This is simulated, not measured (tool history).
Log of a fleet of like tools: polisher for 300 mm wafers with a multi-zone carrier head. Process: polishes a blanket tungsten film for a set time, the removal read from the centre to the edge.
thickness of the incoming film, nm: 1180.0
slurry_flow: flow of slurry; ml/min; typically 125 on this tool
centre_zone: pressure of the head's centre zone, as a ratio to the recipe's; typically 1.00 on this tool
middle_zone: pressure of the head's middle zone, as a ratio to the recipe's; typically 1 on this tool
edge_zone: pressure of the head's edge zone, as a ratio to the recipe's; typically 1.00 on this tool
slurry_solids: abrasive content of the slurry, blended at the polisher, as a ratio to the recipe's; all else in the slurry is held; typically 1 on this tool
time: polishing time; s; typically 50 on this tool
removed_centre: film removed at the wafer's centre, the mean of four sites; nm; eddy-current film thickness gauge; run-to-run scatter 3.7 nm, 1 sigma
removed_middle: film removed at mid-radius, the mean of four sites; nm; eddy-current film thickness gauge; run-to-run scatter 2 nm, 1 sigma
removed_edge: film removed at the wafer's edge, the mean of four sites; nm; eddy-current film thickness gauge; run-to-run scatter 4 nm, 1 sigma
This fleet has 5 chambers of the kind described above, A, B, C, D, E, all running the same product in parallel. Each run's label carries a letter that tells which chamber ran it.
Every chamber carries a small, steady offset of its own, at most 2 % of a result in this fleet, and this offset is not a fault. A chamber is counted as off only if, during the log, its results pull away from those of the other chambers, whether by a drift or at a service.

run   hour  slurry_flow  centre_zone  middle_zone  edge_zone  slurry_solids  time  wafers polished on this pad  hours since the slurry nozzle was cleaned  hours since the centre zone pressure was calibrated  hours since the edge zone pressure was calibrated  removed_centre  removed_middle  removed_edge
 1E    3.6          125         1.00            1       1.00              1    50                          813                                      125.1                                               1126.0                                              288.2          309.85          300.90        302.53
       5.3  -- chamber B: centre zone pressure recalibrated
 2D    8.6          125         1.00            1       1.00              1    50                          128                                      281.3                                                201.4                                              420.8          308.00          305.96        302.34
      11.4  -- chamber B: edge zone pressure recalibrated
 3B   15.2          125         1.00            1       1.00              1    50                          237                                      181.8                                                 10.0                                                3.9          303.44          300.64        301.17
 4C   18.8          125         1.00            1       1.00              1    50                         1064                                       36.4                                                213.3                                              257.1          299.99          302.25        297.93
      20.2  -- chamber A: slurry nozzle cleaned
 5A   21.8          125         1.00            1       1.00              1    50                         1048                                        1.6                                                535.4                                              756.7          306.52          305.35        294.55
 6C   28.4          125         1.00            1       1.00              1    50                         1142                                       46.0                                                222.9                                              266.7          298.84          299.36        296.93
      31.7  -- chamber A: worn pad replaced by a new one
 7A   33.2          125         1.00            1       1.00              1    50                           12                                       13.0                                                546.8                                              768.1          301.54          303.71        292.42
      33.3  -- chamber E: centre zone pressure recalibrated
 8E   38.3          125         1.00            1       1.00              1    50                         1094                                      159.8                                                  5.0                                              322.9          307.69          301.69        301.02
      41.6  -- chamber A: centre zone pressure recalibrated
 9D   43.9          125         1.00            1       1.00              1    50                          413                                      316.6                                                236.7                                              456.1          300.54          301.19        311.19
      44.0  -- chamber E: worn pad replaced by a new one
      45.7  -- chamber C: worn pad replaced by a new one
10B   49.9          125         1.00            1       1.00              1    50                          518                                      216.5                                                 44.7                                               38.6          307.62          296.66        293.64
11B   55.3          125         1.00            1       1.00              1    50                          562                                      221.9                                                 50.1                                               44.0          307.72          297.23        302.97
12C   59.9          125         1.00            1       1.00              1    50                          115                                       77.5                                                254.4                                              298.2          298.11          299.67        301.33
13D   63.6          125         1.00            1       1.00              1    50                          573                                      336.3                                                256.4                                              475.8          301.16          302.23        301.62
14A   70.1          125         1.00            1       1.00              1    50                          310                                       49.9                                                 28.5                                              805.0          299.20          306.34        302.80
      71.2  -- chamber B: slurry nozzle cleaned
      71.5  -- chamber D: slurry nozzle cleaned
15E   75.8          125         0.94            1       0.89              1    50                          257                                      197.3                                                 42.5                                              360.4          280.23          299.47        276.64
      77.6  -- chamber B: worn pad replaced by a new one
16A   79.5          125         0.94            1       0.89              1    50                          386                                       59.3                                                 37.9                                              814.4          287.22          305.44        283.50
17B   84.5          125         0.94            1       0.89              1    50                           56                                       13.4                                                 79.3                                               73.2          279.53          298.61        291.25
      84.6  -- chamber C: centre zone pressure recalibrated
      87.0  -- chamber A: edge zone pressure recalibrated
18E   89.7          125         0.94            1       0.89              1    50                          370                                      211.2                                                 56.4                                              374.3          279.98          296.56        278.76
19D   96.3          125         0.94            1       0.89              1    50                          838                                       24.8                                                289.1                                              508.5          288.32          303.27        289.64
20C   99.9          125         1.00            1       1.00              1    50                          439                                      117.5                                                 15.3                                              338.2          296.01          301.16        298.46
21C  105.0          125         1.00            1       1.00              1    50                          480                                      122.6                                                 20.4                                              343.3          300.41          303.27        300.33
22E  111.1          125         1.00            1       1.00              1    50                          543                                      232.6                                                 77.8                                              395.7          294.03          291.68        296.84
23B  114.4          125         1.00            1       1.00              1    50                          298                                       43.3                                                109.2                                              103.1          312.14          298.68        298.21
     118.9  -- chamber D: worn pad replaced by a new one
24D  120.4          125         1.00            1       1.00              1    50                           12                                       48.9                                                313.2                                              532.6          309.33          304.74        303.44
25A  125.0          125         1.00            1       1.00              1    50                          755                                      104.8                                                 83.4                                               38.1          304.53          302.49        300.46
26E  129.9          125         1.00            1       1.00              1    50                          695                                      251.4                                                 96.6                                              414.5          288.84          291.45        290.27
27B  135.2          125         1.00            1       1.00              1    50                          466                                       64.1                                                130.0                                              123.9          309.18          301.96        303.15
     138.1  -- chamber C: edge zone pressure recalibrated
28D  139.1          125         1.00            1       1.00              1    50                          164                                       67.6                                                331.9                                              551.3          304.72          301.76        298.72
29A  144.2          125         1.00            1       1.00              1    50                          910                                      124.0                                                102.6                                               57.3          304.83          305.70        299.78
30C  148.6          125         1.00            1       1.00              1    50                          833                                      166.2                                                 64.0                                               10.6          299.69          301.49        297.19
31D  154.6          125         0.91            1       1.00              1    64                          289                                       83.1                                                347.4                                              566.8          344.90          389.65        387.21
     159.8  -- chamber E: worn pad replaced by a new one
32E  161.4          125         0.91            1       1.00              1    64                           13                                      282.9                                                128.1                                              446.0          325.21          364.69        373.60
33C  166.6          125         0.91            1       1.00              1    64                          979                                      184.2                                                 82.0                                               28.6          348.56          383.82        394.16
34A  173.4          125         0.91            1       1.00              1    64                         1147                                      153.2                                                131.8                                               86.5          346.28          390.51        381.19
35B  180.2          125         0.91            1       1.00              1    64                          830                                      109.1                                                175.0                                              168.9          345.62          386.32        380.27
     185.0  -- chamber B: worn pad replaced by a new one
36D  185.7          125         1.00            1       1.00              1    50                          541                                      114.2                                                378.5                                              597.9          301.81          302.06        296.44
37E  191.3          125         1.00            1       1.00              1    50                          255                                      312.8                                                158.0                                              475.9          281.36          281.83        287.02
38C  196.2          125         1.00            1       1.00              1    50                         1219                                      213.8                                                111.6                                               58.2          297.47          298.21        300.64
39B  201.3          125         1.00            1       1.00              1    50                          131                                      130.2                                                196.1                                              190.0          303.76          297.43        296.50

What goes on in this fleet: one chamber off, a drifting gauge, or nothing beyond the chambers' own small offsets? Name the chamber and the cause, if any.

Little by little, chamber E moves away from the other chambers.
Likeliest cause: slurry flow missing at the pad, % = 30.9.

Here are 4 candidates for chamber E's next run, each the usual settings with a change, their results left as question marks. Which one brings its results back in line with what the others give on the usual settings?
In-line tolerance around the mean of the other chambers on the usual settings: removed_centre 13.00 nm; removed_middle 7.10 nm; removed_edge 14.00 nm
40E-1  206.2          120         0.99         0.99       1.01              1    49                                                                                                                                                                                               ?               ?             ?
40E-2  206.2          130         1.01         1.01       0.99              1    51                                                                                                                                                                                               ?               ?             ?
40E-3  206.2          120         0.98         0.99       1.01              1    47                                                                                                                                                                                               ?               ?             ?
40E-4  206.2          135         1.02         1.02       0.98              1    53                                                                                                                                                                                               ?               ?             ?

On the usual settings, the other chambers give on average: removed_centre 302.45 nm; removed_middle 301.07 nm; removed_edge 300.53 nm
  run  removed_centre  removed_middle  removed_edge
40E-1          259.57          263.75        276.07
40E-2          284.41          286.71        289.11
40E-3          246.23          253.00        264.81
40E-4          302.71          304.06        301.12
40E-4 is the one that brings the chamber's results back in line with the other chambers.

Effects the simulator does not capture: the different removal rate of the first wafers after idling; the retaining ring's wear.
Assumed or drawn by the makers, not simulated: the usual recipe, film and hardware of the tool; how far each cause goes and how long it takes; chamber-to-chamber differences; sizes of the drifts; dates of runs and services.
